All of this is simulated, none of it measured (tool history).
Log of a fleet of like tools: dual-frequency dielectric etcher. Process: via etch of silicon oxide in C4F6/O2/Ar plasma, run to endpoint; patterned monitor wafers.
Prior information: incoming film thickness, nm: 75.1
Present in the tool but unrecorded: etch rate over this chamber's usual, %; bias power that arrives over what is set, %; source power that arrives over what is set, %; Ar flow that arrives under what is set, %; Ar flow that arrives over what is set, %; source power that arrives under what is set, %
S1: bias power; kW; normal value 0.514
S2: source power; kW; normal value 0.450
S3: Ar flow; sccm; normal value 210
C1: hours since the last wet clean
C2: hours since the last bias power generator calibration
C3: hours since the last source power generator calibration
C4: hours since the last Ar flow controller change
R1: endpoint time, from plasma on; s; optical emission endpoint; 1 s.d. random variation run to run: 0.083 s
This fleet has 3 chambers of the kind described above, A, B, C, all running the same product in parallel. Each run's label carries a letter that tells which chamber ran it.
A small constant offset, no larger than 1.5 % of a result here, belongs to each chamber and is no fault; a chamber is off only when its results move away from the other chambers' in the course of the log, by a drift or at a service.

| run | hour | S1 | S2 | S3 | C1 | C2 | C3 | C4 | R1 |
|---|---|---|---|---|---|---|---|---|---|
| 1A | 9.2 | 0.514 | 0.450 | 210 | 160.7 | 4631.6 | 213.2 | 1309.2 | 14.842 |
| 2C | 19.4 | 0.514 | 0.450 | 210 | 497.9 | 404.7 | 417.2 | 2257.9 | 14.951 |
|  | 21.7 | chamber A: bias power generator calibrated |
| 3B | 26.6 | 0.514 | 0.450 | 210 | 517.4 | 1639.6 | 1236.5 | 4427.2 | 15.052 |
| 4B | 36.7 | 0.514 | 0.450 | 210 | 527.5 | 1649.7 | 1246.6 | 4437.3 | 15.008 |
| 5A | 46.2 | 0.514 | 0.450 | 210 | 197.7 | 24.6 | 250.2 | 1346.2 | 14.732 |
| 6C | 56.1 | 0.514 | 0.450 | 210 | 534.6 | 441.4 | 453.9 | 2294.6 | 14.947 |
| 7B | 66.5 | 0.514 | 0.450 | 210 | 557.3 | 1679.5 | 1276.4 | 4467.1 | 15.040 |
| 8A | 75.0 | 0.514 | 0.450 | 210 | 226.5 | 53.4 | 279.0 | 1375.0 | 15.096 |
|  | 76.8 | chamber C: wet clean of the chamber |
| 9C | 82.1 | 0.514 | 0.450 | 210 | 5.3 | 467.4 | 479.9 | 2320.6 | 15.045 |
| 10B | 87.0 | 0.514 | 0.450 | 210 | 577.8 | 1700.0 | 1296.9 | 4487.6 | 14.984 |
| 11A | 97.5 | 0.514 | 0.450 | 210 | 249.0 | 75.9 | 301.5 | 1397.5 | 14.862 |
| 12C | 106.7 | 0.514 | 0.450 | 210 | 29.9 | 492.0 | 504.5 | 2345.2 | 15.024 |
| 13C | 116.0 | 0.514 | 0.450 | 210 | 39.2 | 501.3 | 513.8 | 2354.5 | 14.988 |
| 14B | 120.5 | 0.514 | 0.450 | 210 | 611.3 | 1733.5 | 1330.4 | 4521.1 | 15.109 |
| 15A | 128.2 | 0.557 | 0.380 | 210 | 279.7 | 106.6 | 332.2 | 1428.2 | 15.318 |
| 16B | 135.1 | 0.557 | 0.380 | 210 | 625.9 | 1748.1 | 1345.0 | 4535.7 | 15.553 |
| 17C | 140.5 | 0.557 | 0.380 | 210 | 63.7 | 525.8 | 538.3 | 2379.0 | 15.585 |
| 18A | 147.4 | 0.514 | 0.450 | 210 | 298.9 | 125.8 | 351.4 | 1447.4 | 14.858 |
| 19A | 152.8 | 0.514 | 0.450 | 210 | 304.3 | 131.2 | 356.8 | 1452.8 | 14.936 |
| 20B | 157.3 | 0.514 | 0.450 | 210 | 648.1 | 1770.3 | 1367.2 | 4557.9 | 15.224 |
| 21C | 163.3 | 0.514 | 0.450 | 210 | 86.5 | 548.6 | 561.1 | 2401.8 | 14.972 |
| 22A | 168.9 | 0.514 | 0.450 | 210 | 320.4 | 147.3 | 372.9 | 1468.9 | 14.793 |
| 23B | 177.7 | 0.514 | 0.450 | 210 | 668.5 | 1790.7 | 1387.6 | 4578.3 | 14.998 |
| 24C | 187.9 | 0.514 | 0.450 | 210 | 111.1 | 573.2 | 585.7 | 2426.4 | 14.964 |
| 25C | 194.7 | 0.514 | 0.450 | 210 | 117.9 | 580.0 | 592.5 | 2433.2 | 15.116 |
|  | 197.7 | chamber B: wet clean of the chamber |
| 26B | 201.7 | 0.514 | 0.450 | 210 | 4.1 | 1814.7 | 1411.6 | 4602.3 | 15.185 |
| 27A | 206.9 | 0.605 | 0.510 | 210 | 358.4 | 185.3 | 410.9 | 1506.9 | 13.356 |
| 28B | 217.4 | 0.605 | 0.510 | 210 | 19.8 | 1830.4 | 1427.3 | 4618.0 | 13.545 |
| 29A | 225.9 | 0.605 | 0.510 | 210 | 377.4 | 204.3 | 429.9 | 1525.9 | 13.339 |
| 30C | 231.8 | 0.514 | 0.450 | 163 | 155.0 | 617.1 | 629.6 | 2470.3 | 14.641 |
| 31B | 241.7 | 0.514 | 0.450 | 163 | 44.1 | 1854.7 | 1451.6 | 4642.3 | 14.594 |
| 32C | 247.9 | 0.514 | 0.450 | 163 | 171.1 | 633.2 | 645.7 | 2486.4 | 14.582 |
| 33A | 256.2 | 0.423 | 0.450 | 227 | 407.7 | 234.6 | 460.2 | 1556.2 | 16.066 |
| 34A | 262.5 | 0.423 | 0.450 | 227 | 414.0 | 240.9 | 466.5 | 1562.5 | 16.053 |
| 35C | 267.5 | 0.423 | 0.450 | 227 | 190.7 | 652.8 | 665.3 | 2506.0 | 16.290 |
| 36B | 276.1 | 0.514 | 0.450 | 210 | 78.5 | 1889.1 | 1486.0 | 4676.7 | 15.085 |
| 37C | 282.6 | 0.514 | 0.450 | 210 | 205.8 | 667.9 | 680.4 | 2521.1 | 14.995 |
| 38A | 289.9 | 0.514 | 0.450 | 210 | 441.4 | 268.3 | 493.9 | 1589.9 | 14.713 |
| 39B | 299.8 | 0.514 | 0.450 | 210 | 102.2 | 1912.8 | 1509.7 | 4700.4 | 14.850 |
| 40C | 307.4 | 0.514 | 0.450 | 210 | 230.6 | 692.7 | 705.2 | 2545.9 | 14.938 |

Is one chamber out of step, is the gauge drifting, or do the chambers differ by no more than their own small offsets? For an off chamber, give its letter and the likeliest cause.

No chamber is off and the gauge is stable; the differences are just each chamber's small, constant offset.
